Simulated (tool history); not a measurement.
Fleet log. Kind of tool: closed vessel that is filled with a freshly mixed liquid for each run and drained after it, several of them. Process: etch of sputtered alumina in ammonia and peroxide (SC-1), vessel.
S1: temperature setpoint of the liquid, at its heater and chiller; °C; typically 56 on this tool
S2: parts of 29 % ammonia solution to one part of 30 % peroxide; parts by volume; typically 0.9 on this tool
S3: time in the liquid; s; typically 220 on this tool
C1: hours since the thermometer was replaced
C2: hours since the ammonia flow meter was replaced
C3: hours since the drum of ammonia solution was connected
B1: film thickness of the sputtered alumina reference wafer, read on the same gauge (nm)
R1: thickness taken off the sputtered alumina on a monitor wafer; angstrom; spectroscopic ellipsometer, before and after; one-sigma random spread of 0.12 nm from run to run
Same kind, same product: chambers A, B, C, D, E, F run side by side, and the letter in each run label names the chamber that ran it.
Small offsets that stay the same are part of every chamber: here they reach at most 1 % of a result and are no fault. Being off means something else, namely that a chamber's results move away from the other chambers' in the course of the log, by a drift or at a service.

run   hour    S1   S2   S3      C1      C2     C3      B1      R1
 1D    2.8    56  0.9  220     501    1450  602.8     100  158.12
 2A    5.7    56  0.9  220  1009.6   196.6  242.3  99.993  159.93
 3F    8.9    56  0.9  220    29.9   398.6  267.7   99.98  159.28
 4B   13.2    56  0.9  220  1241.1   356.3  524.4  99.997  157.16
 5E   16.7    56  0.9  220   508.7   978.7  403.8  100.01  158.68
      21.2  -- chamber F: new drum of ammonia solution connected
 6C   21.4    56  0.9  220  2177.9   268.6  353.3  100.01   159.3
 7B   24.5    51  1.2  220  1252.4   367.6  535.7  100.01  124.45
 8A   28.8    51  1.2  220  1032.7   219.7  265.4   99.99  125.41
 9E   34.4    51  1.2  220   526.4   996.4  421.5  100.02  124.22
10C   37.5    51  1.2  220    2194   284.7  369.4  100.01  123.02
11F   40.6    51  1.2  220    61.6   430.3   19.5  99.999  124.29
12D   43.4    51  1.2  220   541.6  1490.6  643.4  100.01  124.69
13F   48.5  49.5  0.5  220    69.5   438.2   27.4  100.01  106.61
      50.6  -- chamber E: new drum of ammonia solution connected
14C   52.7  49.5  0.5  220  2209.2   299.9  384.6  100.01  102.44
      55.6  -- chamber A: new drum of ammonia solution connected
15B   57.9  49.5  0.5  220  1285.8     401  569.1  100.01  106.82
16D   61.7  49.5  0.5  220   559.9  1508.9  661.7  100.01  104.05
17E   64.5  49.5  0.5  220   556.5  1026.5   13.9   99.98  104.29
18A   69.6  49.5  0.5  220  1073.5   260.5   14.1  100.02  106.31
19C   74.6    56  0.9  220  2231.1   321.8  406.5  99.996  158.72
20F   77.9    56  0.9  220    98.9   467.6   56.8  99.975   157.3
21E   83.2    56  0.9  220   575.2  1045.2   32.6     100  158.43
22A   86.2    56  0.9  220  1090.1   277.1   30.7  99.991  154.04
23B   90.6    56  0.9  220  1318.5   433.7  601.8  99.992  160.72
24D   95.6    56  0.9  220   593.8  1542.8  695.6     100  157.67
25E  100.3    56  0.9  220   592.3  1062.3   49.7     100  158.01
26D  103.9    56  0.9  220   602.1  1551.1  703.9  100.01  158.71
27B  108.4    56  0.9  220  1336.3   451.5  619.6  100.01  161.11
28C    113    56  0.9  220  2269.5   360.2  444.9  100.01  156.21
29F  117.5    56  0.9  220   138.5   507.2   96.4  99.996  160.58
30A  121.9    56  0.9  220  1125.8   312.8   66.4  99.992  155.49
31F    126    56  0.9  220     147   515.7  104.9  99.996  158.89
32B  129.3    56  0.9  220  1357.2   472.4  640.5  99.988  159.16
33C  133.2    56  0.9  220  2289.7   380.4  465.1  99.995  157.51
34D  138.9    56  0.9  220   637.1  1586.1  738.9  100.01  157.66
35A  143.1    56  0.9  220    1147     334   87.6     100  149.95
36E  147.3    56  0.9  220   639.3  1109.3   96.7  99.993  156.91
37B    152    56  0.9  220  1379.9   495.1  663.2  99.989   162.4

All 6 chambers run these settings next. Forecast each chamber's results:
38A  156.2  56  0.9  180                   ?
38B  156.2  56  0.9  180                   ?
38C  156.2  56  0.9  180                   ?
38D  156.2  56  0.9  180                   ?
38E  156.2  56  0.9  180                   ?
38F  156.2  56  0.9  180                   ?

run      R1
38A  124.04
38B  131.97
38C  127.42
38D  128.58
38E  129.48
38F  131.57
